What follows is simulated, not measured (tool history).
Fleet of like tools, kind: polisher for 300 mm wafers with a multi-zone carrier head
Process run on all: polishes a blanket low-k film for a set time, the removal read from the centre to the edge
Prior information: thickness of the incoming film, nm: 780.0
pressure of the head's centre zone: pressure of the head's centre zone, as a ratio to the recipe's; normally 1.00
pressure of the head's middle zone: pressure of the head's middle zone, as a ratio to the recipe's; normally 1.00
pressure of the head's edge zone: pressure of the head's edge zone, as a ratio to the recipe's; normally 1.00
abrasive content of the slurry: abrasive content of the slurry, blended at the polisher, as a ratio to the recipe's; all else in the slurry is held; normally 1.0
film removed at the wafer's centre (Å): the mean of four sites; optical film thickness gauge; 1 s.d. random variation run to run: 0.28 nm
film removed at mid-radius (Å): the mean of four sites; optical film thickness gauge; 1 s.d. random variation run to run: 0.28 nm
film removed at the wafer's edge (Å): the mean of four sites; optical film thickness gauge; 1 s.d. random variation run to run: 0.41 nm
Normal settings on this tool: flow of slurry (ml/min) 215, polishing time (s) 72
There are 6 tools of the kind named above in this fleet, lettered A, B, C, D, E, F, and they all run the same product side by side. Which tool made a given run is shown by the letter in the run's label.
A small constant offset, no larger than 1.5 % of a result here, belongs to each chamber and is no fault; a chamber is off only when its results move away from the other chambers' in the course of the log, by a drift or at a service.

| run | day | flow of slurry (ml/min) | pressure of the head's centre zone | pressure of the head's middle zone | pressure of the head's edge zone | abrasive content of the slurry | polishing time (s) | wafers polished on this pad | hours since the slurry nozzle was cleaned | hours since the centre zone pressure was calibrated | hours since the edge zone pressure was calibrated | film removed at the wafer's centre (Å) | film removed at mid-radius (Å) | film removed at the wafer's edge (Å) |
|---|---|---|---|---|---|---|---|---|---|---|---|---|---|---|
| 1E | 0.388 | 215 | 1.00 | 1.00 | 1.00 | 1.0 | 72 | 567 | 168.3 | 617.6 | 458.2 | 321.88 | 320.24 | 331.69 |
|  | 0.488 | chamber A: edge zone pressure recalibrated |
|  | 0.808 | chamber F: edge zone pressure recalibrated |
| 2D | 0.821 | 215 | 1.00 | 1.00 | 1.00 | 1.0 | 72 | 473 | 391.5 | 315.2 | 245.3 | 313.00 | 319.65 | 315.89 |
| 3B | 1.375 | 215 | 1.00 | 1.00 | 1.00 | 1.0 | 72 | 679 | 548.7 | 437.1 | 516.7 | 314.22 | 317.86 | 327.20 |
| 4C | 1.692 | 215 | 1.00 | 1.00 | 1.00 | 1.0 | 72 | 1286 | 119.2 | 208.6 | 366.2 | 319.05 | 320.35 | 313.01 |
|  | 1.721 | chamber B: slurry nozzle cleaned |
| 5A | 2.171 | 215 | 1.00 | 1.00 | 1.00 | 1.0 | 72 | 993 | 113.3 | 335.3 | 40.4 | 311.45 | 318.87 | 323.05 |
| 6F | 2.488 | 215 | 1.00 | 1.00 | 1.00 | 1.0 | 72 | 762 | 351.8 | 775.4 | 40.3 | 322.27 | 319.27 | 314.93 |
|  | 2.508 | chamber F: centre zone pressure recalibrated |
| 7E | 3.050 | 215 | 1.00 | 1.00 | 1.00 | 1.0 | 72 | 977 | 232.2 | 681.5 | 522.1 | 317.66 | 326.54 | 313.88 |
|  | 3.117 | chamber F: worn pad replaced by a new one |
|  | 3.542 | chamber C: worn pad replaced by a new one |
| 8F | 3.562 | 215 | 1.00 | 0.95 | 1.00 | 1.0 | 72 | 68 | 377.6 | 25.4 | 66.1 | 317.86 | 299.89 | 318.85 |
| 9C | 4.129 | 215 | 1.00 | 0.95 | 1.00 | 1.0 | 72 | 90 | 177.7 | 267.1 | 424.7 | 317.53 | 304.98 | 322.06 |
|  | 4.329 | chamber A: worn pad replaced by a new one |
|  | 4.392 | chamber E: worn pad replaced by a new one |
| 10A | 4.567 | 215 | 1.00 | 0.95 | 1.00 | 1.0 | 72 | 36 | 170.8 | 392.8 | 97.9 | 316.75 | 301.41 | 317.64 |
| 11B | 4.958 | 215 | 1.00 | 0.95 | 1.00 | 1.0 | 72 | 1229 | 77.7 | 523.1 | 602.7 | 318.00 | 301.59 | 316.50 |
| 12D | 5.442 | 215 | 1.00 | 0.95 | 1.00 | 1.0 | 72 | 1183 | 502.4 | 426.1 | 356.2 | 311.69 | 300.39 | 312.70 |
| 13B | 5.946 | 215 | 1.00 | 0.95 | 1.00 | 1.0 | 72 | 1381 | 101.4 | 546.8 | 626.4 | 323.71 | 301.25 | 314.32 |
| 14C | 6.288 | 215 | 1.00 | 1.00 | 0.95 | 0.8 | 72 | 422 | 229.5 | 318.9 | 476.5 | 289.56 | 284.65 | 288.88 |
|  | 6.662 | chamber B: worn pad replaced by a new one |
| 15A | 6.738 | 215 | 1.00 | 1.00 | 0.95 | 0.8 | 72 | 370 | 222.9 | 444.9 | 150.0 | 282.97 | 282.26 | 277.67 |
| 16F | 7.171 | 215 | 1.00 | 1.00 | 0.95 | 0.8 | 72 | 623 | 464.2 | 112.0 | 152.7 | 289.49 | 281.10 | 279.40 |
|  | 7.308 | chamber E: edge zone pressure recalibrated |
|  | 7.325 | chamber D: worn pad replaced by a new one |
|  | 7.492 | chamber F: worn pad replaced by a new one |
| 17E | 7.654 | 215 | 1.00 | 1.00 | 0.95 | 0.8 | 72 | 501 | 342.7 | 792.0 | 8.4 | 288.66 | 288.24 | 281.67 |
|  | 7.850 | chamber B: centre zone pressure recalibrated |
|  | 7.967 | chamber D: edge zone pressure recalibrated |
| 18D | 8.004 | 215 | 1.00 | 1.00 | 0.95 | 0.8 | 72 | 104 | 563.9 | 487.6 | 0.9 | 275.94 | 278.27 | 271.08 |
| 19C | 8.596 | 215 | 1.00 | 1.00 | 0.95 | 0.8 | 72 | 776 | 284.9 | 374.3 | 531.9 | 291.89 | 285.53 | 281.50 |
| 20E | 9.150 | 215 | 1.00 | 1.00 | 1.00 | 1.0 | 72 | 731 | 378.6 | 827.9 | 44.3 | 315.64 | 322.02 | 324.27 |
|  | 9.479 | chamber A: slurry nozzle cleaned |
| 21F | 9.767 | 215 | 1.00 | 1.00 | 1.00 | 1.0 | 72 | 349 | 526.5 | 174.3 | 215.0 | 314.88 | 317.92 | 312.77 |
| 22A | 10.067 | 215 | 1.07 | 1.00 | 1.00 | 1.1 | 72 | 881 | 14.2 | 524.8 | 229.9 | 349.83 | 329.21 | 330.75 |
| 23D | 10.496 | 215 | 1.07 | 1.00 | 1.00 | 1.1 | 72 | 487 | 623.7 | 547.4 | 60.7 | 341.94 | 321.47 | 318.50 |
|  | 10.788 | chamber E: worn pad replaced by a new one |
| 24B | 11.104 | 215 | 1.07 | 1.00 | 1.00 | 1.1 | 72 | 682 | 225.2 | 78.1 | 750.2 | 361.93 | 334.43 | 329.97 |
| 25C | 11.442 | 215 | 1.07 | 1.00 | 1.00 | 1.1 | 72 | 1213 | 353.2 | 442.6 | 600.2 | 360.11 | 333.52 | 332.12 |
|  | 11.971 | chamber F: worn pad replaced by a new one |
| 26E | 12.017 | 215 | 1.07 | 1.00 | 1.00 | 1.1 | 72 | 188 | 447.4 | 896.7 | 113.1 | 365.26 | 329.29 | 334.30 |
| 27A | 12.392 | 215 | 1.07 | 1.00 | 1.00 | 1.1 | 72 | 1239 | 70.0 | 580.6 | 285.7 | 353.02 | 327.93 | 329.92 |
|  | 12.633 | chamber C: edge zone pressure recalibrated |
|  | 12.675 | chamber C: worn pad replaced by a new one |
| 28F | 12.758 | 215 | 1.00 | 1.00 | 1.00 | 1.0 | 72 | 121 | 598.3 | 246.1 | 286.8 | 317.61 | 320.55 | 314.29 |
| 29B | 13.242 | 215 | 1.05 | 1.00 | 1.00 | 1.0 | 72 | 1010 | 276.5 | 129.4 | 801.5 | 331.03 | 310.32 | 320.47 |
|  | 13.262 | chamber A: worn pad replaced by a new one |
| 30D | 13.854 | 215 | 1.05 | 1.00 | 1.00 | 1.0 | 72 | 1003 | 704.3 | 628.0 | 141.3 | 309.29 | 302.89 | 306.78 |
| 31E | 14.467 | 215 | 1.05 | 1.00 | 1.00 | 1.0 | 72 | 565 | 506.2 | 955.5 | 171.9 | 333.81 | 315.75 | 327.22 |
|  | 14.621 | chamber F: slurry nozzle cleaned |
| 32C | 14.833 | 215 | 1.05 | 1.00 | 1.00 | 1.0 | 72 | 332 | 434.6 | 524.0 | 52.9 | 333.25 | 314.92 | 315.79 |
| 33B | 15.196 | 215 | 1.05 | 1.00 | 1.00 | 1.0 | 72 | 1311 | 323.4 | 176.3 | 848.4 | 330.77 | 322.91 | 319.33 |
| 34F | 15.696 | 215 | 1.05 | 1.00 | 1.00 | 1.0 | 72 | 572 | 25.9 | 316.6 | 357.3 | 333.94 | 313.72 | 310.30 |
| 35D | 16.179 | 215 | 1.00 | 1.00 | 1.00 | 1.0 | 72 | 1360 | 760.1 | 683.8 | 197.1 | 287.93 | 295.18 | 301.24 |
| 36A | 16.525 | 215 | 1.00 | 1.00 | 1.00 | 1.0 | 72 | 501 | 169.2 | 679.8 | 384.9 | 312.07 | 314.27 | 313.26 |

Read the log: is a single chamber off, either drifting away or since a service, is the gauge that measures every chamber drifting, or is nothing wrong beyond small per-chamber offsets? Name any odd chamber and what most likely caused it.

One chamber, D, drifts off from the rest bit by bit.
Most likely cause: slurry flow missing at the pad, % = 37.

Which of the 4 candidates below, each the usual settings with something changed and its results left as question marks, puts chamber D back in line with what the other chambers give on the usual settings?
In line means no further than this from the other chambers' mean on the usual settings: film removed at the wafer's centre (Å) 9.80; film removed at mid-radius (Å) 9.60; film removed at the wafer's edge (Å) 14.00
| 37D-1 | 16.971 | 210 | 0.98 | 0.99 | 1.01 | 1.00 | 68 |  |  |  |  | ? | ? | ? |
| 37D-2 | 16.971 | 225 | 1.04 | 1.01 | 0.98 | 1.05 | 79 |  |  |  |  | ? | ? | ? |
| 37D-3 | 16.971 | 205 | 0.96 | 0.99 | 1.02 | 0.95 | 65 |  |  |  |  | ? | ? | ? |
| 37D-4 | 16.971 | 220 | 1.02 | 1.01 | 0.99 | 1.00 | 76 |  |  |  |  | ? | ? | ? |

Mean of the other chambers on the usual settings: film removed at the wafer's centre (Å) 317.08; film removed at mid-radius (Å) 317.57; film removed at the wafer's edge (Å) 318.89
| run | film removed at the wafer's centre (Å) | film removed at mid-radius (Å) | film removed at the wafer's edge (Å) |
|---|---|---|---|
| 37D-1 | 267.17 | 274.43 | 283.08 |
| 37D-2 | 344.34 | 336.38 | 334.01 |
| 37D-3 | 242.40 | 254.98 | 264.77 |
| 37D-4 | 315.67 | 315.29 | 315.13 |
Change 37D-4 lands the chamber within the allowed miss of the other chambers.

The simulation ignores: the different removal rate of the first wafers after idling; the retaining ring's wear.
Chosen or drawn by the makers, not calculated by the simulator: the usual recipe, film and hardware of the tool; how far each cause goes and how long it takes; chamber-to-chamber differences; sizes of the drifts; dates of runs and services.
